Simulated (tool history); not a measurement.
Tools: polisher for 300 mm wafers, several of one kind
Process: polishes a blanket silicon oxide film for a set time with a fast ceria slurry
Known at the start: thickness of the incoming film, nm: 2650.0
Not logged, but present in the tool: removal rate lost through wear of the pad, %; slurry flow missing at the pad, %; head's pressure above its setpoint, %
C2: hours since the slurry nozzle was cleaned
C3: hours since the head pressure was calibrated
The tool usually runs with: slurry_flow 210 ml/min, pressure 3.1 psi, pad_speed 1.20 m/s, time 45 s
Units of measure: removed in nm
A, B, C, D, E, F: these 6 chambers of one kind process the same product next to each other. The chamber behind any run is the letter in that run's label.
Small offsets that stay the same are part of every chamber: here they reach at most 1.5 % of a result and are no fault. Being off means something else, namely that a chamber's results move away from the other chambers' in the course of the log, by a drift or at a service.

run 1F day=0.471 | slurry_flow=210 pressure=3.1 pad_speed=1.20 time=45 | wafers_polished_on_this_pad=182 C2=65.3 C3=356.0 | removed=1162.20
run 2D day=0.879 | slurry_flow=210 pressure=3.1 pad_speed=1.20 time=45 | wafers_polished_on_this_pad=720 C2=58.1 C3=457.6 | removed=1164.60
run 3B day=1.275 | slurry_flow=210 pressure=3.1 pad_speed=1.20 time=45 | wafers_polished_on_this_pad=920 C2=43.1 C3=557.1 | removed=1100.50
run 4E day=1.783 | slurry_flow=210 pressure=3.1 pad_speed=1.20 time=45 | wafers_polished_on_this_pad=688 C2=61.2 C3=816.8 | removed=1162.70
-- day=2.217 chamber B: worn pad replaced by a new one
-- day=2.271 chamber B: head pressure recalibrated
run 5C day=2.300 | slurry_flow=210 pressure=3.1 pad_speed=1.20 time=45 | wafers_polished_on_this_pad=1271 C2=282.1 C3=293.5 | removed=1139.30
-- day=2.388 chamber D: worn pad replaced by a new one
run 6A day=2.904 | slurry_flow=210 pressure=3.1 pad_speed=1.20 time=45 | wafers_polished_on_this_pad=800 C2=179.3 C3=1001.3 | removed=1144.20
-- day=3.054 chamber E: worn pad replaced by a new one
run 7C day=3.454 | slurry_flow=210 pressure=3.1 pad_speed=1.20 time=45 | wafers_polished_on_this_pad=1565 C2=309.8 C3=321.2 | removed=1124.80
-- day=3.558 chamber A: worn pad replaced by a new one
run 8E day=3.742 | slurry_flow=210 pressure=3.1 pad_speed=1.48 time=45 | wafers_polished_on_this_pad=175 C2=108.2 C3=863.8 | removed=1418.70
-- day=4.217 chamber F: worn pad replaced by a new one
run 9A day=4.317 | slurry_flow=210 pressure=3.1 pad_speed=1.48 time=45 | wafers_polished_on_this_pad=193 C2=213.2 C3=1035.2 | removed=1387.70
run 10F day=4.788 | slurry_flow=210 pressure=3.1 pad_speed=1.48 time=45 | wafers_polished_on_this_pad=146 C2=168.9 C3=459.6 | removed=1402.40
run 11B day=5.158 | slurry_flow=210 pressure=3.1 pad_speed=1.48 time=45 | wafers_polished_on_this_pad=748 C2=136.3 C3=69.3 | removed=1401.40
run 12D day=5.504 | slurry_flow=210 pressure=3.1 pad_speed=1.48 time=45 | wafers_polished_on_this_pad=793 C2=169.1 C3=568.6 | removed=1371.20
-- day=5.704 chamber B: worn pad replaced by a new one
run 13C day=5.929 | slurry_flow=210 pressure=3.1 pad_speed=1.48 time=45 | wafers_polished_on_this_pad=2195 C2=369.2 C3=380.6 | removed=1356.40
-- day=6.175 chamber C: slurry nozzle cleaned
-- day=6.183 chamber D: worn pad replaced by a new one
run 14D day=6.246 | slurry_flow=210 pressure=3.1 pad_speed=1.20 time=45 | wafers_polished_on_this_pad=16 C2=186.9 C3=586.4 | removed=1156.00
run 15E day=6.750 | slurry_flow=210 pressure=3.1 pad_speed=1.38 time=35 | wafers_polished_on_this_pad=941 C2=180.4 C3=936.0 | removed=1018.20
-- day=6.867 chamber E: worn pad replaced by a new one
-- day=7.254 chamber A: worn pad replaced by a new one
run 16F day=7.338 | slurry_flow=210 pressure=3.1 pad_speed=1.38 time=35 | wafers_polished_on_this_pad=795 C2=230.1 C3=520.8 | removed=1016.30
run 17A day=7.850 | slurry_flow=210 pressure=3.1 pad_speed=1.38 time=35 | wafers_polished_on_this_pad=152 C2=298.0 C3=1120.0 | removed=994.48
run 18B day=8.246 | slurry_flow=210 pressure=3.1 pad_speed=1.38 time=35 | wafers_polished_on_this_pad=647 C2=210.4 C3=143.4 | removed=1029.10
run 19B day=8.775 | slurry_flow=210 pressure=3.1 pad_speed=1.38 time=35 | wafers_polished_on_this_pad=781 C2=223.1 C3=156.1 | removed=1000.70
-- day=8.821 chamber F: worn pad replaced by a new one
-- day=9.171 chamber A: head pressure recalibrated
-- day=9.254 chamber B: slurry nozzle cleaned
run 20C day=9.333 | slurry_flow=210 pressure=3.1 pad_speed=1.38 time=35 | wafers_polished_on_this_pad=3061 C2=75.9 C3=462.3 | removed=995.17
-- day=9.442 chamber D: worn pad replaced by a new one
-- day=9.454 chamber E: head pressure recalibrated
-- day=9.600 chamber B: worn pad replaced by a new one
run 21D day=9.833 | slurry_flow=210 pressure=3.1 pad_speed=1.20 time=45 | wafers_polished_on_this_pad=100 C2=273.0 C3=672.5 | removed=1137.60
run 22A day=10.342 | slurry_flow=210 pressure=3.1 pad_speed=1.20 time=45 | wafers_polished_on_this_pad=786 C2=357.8 C3=28.2 | removed=1146.40
-- day=10.612 chamber A: worn pad replaced by a new one
-- day=10.875 chamber E: worn pad replaced by a new one
run 23F day=10.917 | slurry_flow=210 pressure=3.1 pad_speed=1.20 time=45 | wafers_polished_on_this_pad=533 C2=316.0 C3=606.7 | removed=1141.60
run 24E day=11.325 | slurry_flow=210 pressure=3.1 pad_speed=1.20 time=45 | wafers_polished_on_this_pad=115 C2=290.2 C3=44.9 | removed=1143.30
-- day=11.542 chamber A: slurry nozzle cleaned
run 25D day=11.733 | slurry_flow=210 pressure=3.1 pad_speed=1.20 time=45 | wafers_polished_on_this_pad=583 C2=318.6 C3=718.1 | removed=1155.80
run 26E day=12.117 | slurry_flow=210 pressure=2.7 pad_speed=1.20 time=45 | wafers_polished_on_this_pad=316 C2=309.2 C3=63.9 | removed=994.36
run 27A day=12.625 | slurry_flow=210 pressure=2.7 pad_speed=1.20 time=45 | wafers_polished_on_this_pad=512 C2=26.0 C3=83.0 | removed=1010.80
-- day=13.229 chamber D: head pressure recalibrated
run 28C day=13.238 | slurry_flow=210 pressure=2.7 pad_speed=1.20 time=45 | wafers_polished_on_this_pad=4055 C2=169.6 C3=556.0 | removed=937.87
run 29B day=13.583 | slurry_flow=210 pressure=2.7 pad_speed=1.20 time=45 | wafers_polished_on_this_pad=1013 C2=103.9 C3=271.5 | removed=970.92
-- day=13.767 chamber D: worn pad replaced by a new one
-- day=13.796 chamber F: worn pad replaced by a new one
-- day=13.838 chamber B: worn pad replaced by a new one
-- day=13.871 chamber D: slurry nozzle cleaned
run 30F day=14.062 | slurry_flow=210 pressure=2.7 pad_speed=1.20 time=45 | wafers_polished_on_this_pad=68 C2=391.5 C3=682.2 | removed=1024.00
-- day=14.412 chamber A: worn pad replaced by a new one
run 31B day=14.633 | slurry_flow=210 pressure=2.7 pad_speed=1.20 time=45 | wafers_polished_on_this_pad=203 C2=129.1 C3=296.7 | removed=997.55
run 32E day=15.067 | slurry_flow=210 pressure=3.1 pad_speed=1.20 time=45 | wafers_polished_on_this_pad=1067 C2=380.0 C3=134.7 | removed=1128.60
run 33A day=15.379 | slurry_flow=210 pressure=3.1 pad_speed=1.20 time=45 | wafers_polished_on_this_pad=246 C2=92.1 C3=149.1 | removed=1133.90
-- day=15.450 chamber E: worn pad replaced by a new one
run 34C day=15.758 | slurry_flow=210 pressure=3.1 pad_speed=1.20 time=45 | wafers_polished_on_this_pad=4696 C2=230.1 C3=616.5 | removed=1047.70
run 35D day=16.033 | slurry_flow=210 pressure=3.1 pad_speed=1.20 time=45 | wafers_polished_on_this_pad=577 C2=51.9 C3=67.4 | removed=1160.80
run 36F day=16.392 | slurry_flow=210 pressure=3.1 pad_speed=1.20 time=45 | wafers_polished_on_this_pad=661 C2=447.4 C3=738.1 | removed=1157.90
run 37A day=16.708 | slurry_flow=210 pressure=3.1 pad_speed=1.20 time=45 | wafers_polished_on_this_pad=584 C2=124.0 C3=181.0 | removed=1134.70
run 38E day=17.317 | slurry_flow=210 pressure=3.1 pad_speed=1.20 time=45 | wafers_polished_on_this_pad=475 C2=434.0 C3=188.7 | removed=1146.20
-- day=17.354 chamber B: slurry nozzle cleaned
-- day=17.433 chamber D: worn pad replaced by a new one
run 39C day=17.671 | slurry_flow=210 pressure=3.1 pad_speed=1.20 time=45 | wafers_polished_on_this_pad=5183 C2=276.0 C3=662.4 | removed=1053.40
-- day=18.092 chamber B: worn pad replaced by a new one
-- day=18.179 chamber F: worn pad replaced by a new one
run 40D day=18.250 | slurry_flow=210 pressure=3.1 pad_speed=1.34 time=36 | wafers_polished_on_this_pad=208 C2=105.1 C3=120.6 | removed=1023.50
run 41B day=18.538 | slurry_flow=210 pressure=3.1 pad_speed=1.34 time=36 | wafers_polished_on_this_pad=114 C2=28.4 C3=390.4 | removed=1013.10
run 42F day=18.962 | slurry_flow=210 pressure=3.1 pad_speed=1.34 time=36 | wafers_polished_on_this_pad=200 C2=509.1 C3=799.8 | removed=1023.30

Predict what each chamber gives when all 6 of them run the settings below next.
run 43A day=19.421 | slurry_flow=235 pressure=3.1 pad_speed=1.20 time=45 | removed=?
run 43B day=19.421 | slurry_flow=235 pressure=3.1 pad_speed=1.20 time=45 | removed=?
run 43C day=19.421 | slurry_flow=235 pressure=3.1 pad_speed=1.20 time=45 | removed=?
run 43D day=19.421 | slurry_flow=235 pressure=3.1 pad_speed=1.20 time=45 | removed=?
run 43E day=19.421 | slurry_flow=235 pressure=3.1 pad_speed=1.20 time=45 | removed=?
run 43F day=19.421 | slurry_flow=235 pressure=3.1 pad_speed=1.20 time=45 | removed=?

run=43A removed=1130.30
run=43B removed=1138.70
run=43C removed=1057.30
run=43D removed=1174.20
run=43E removed=1184.80
run=43F removed=1159.60
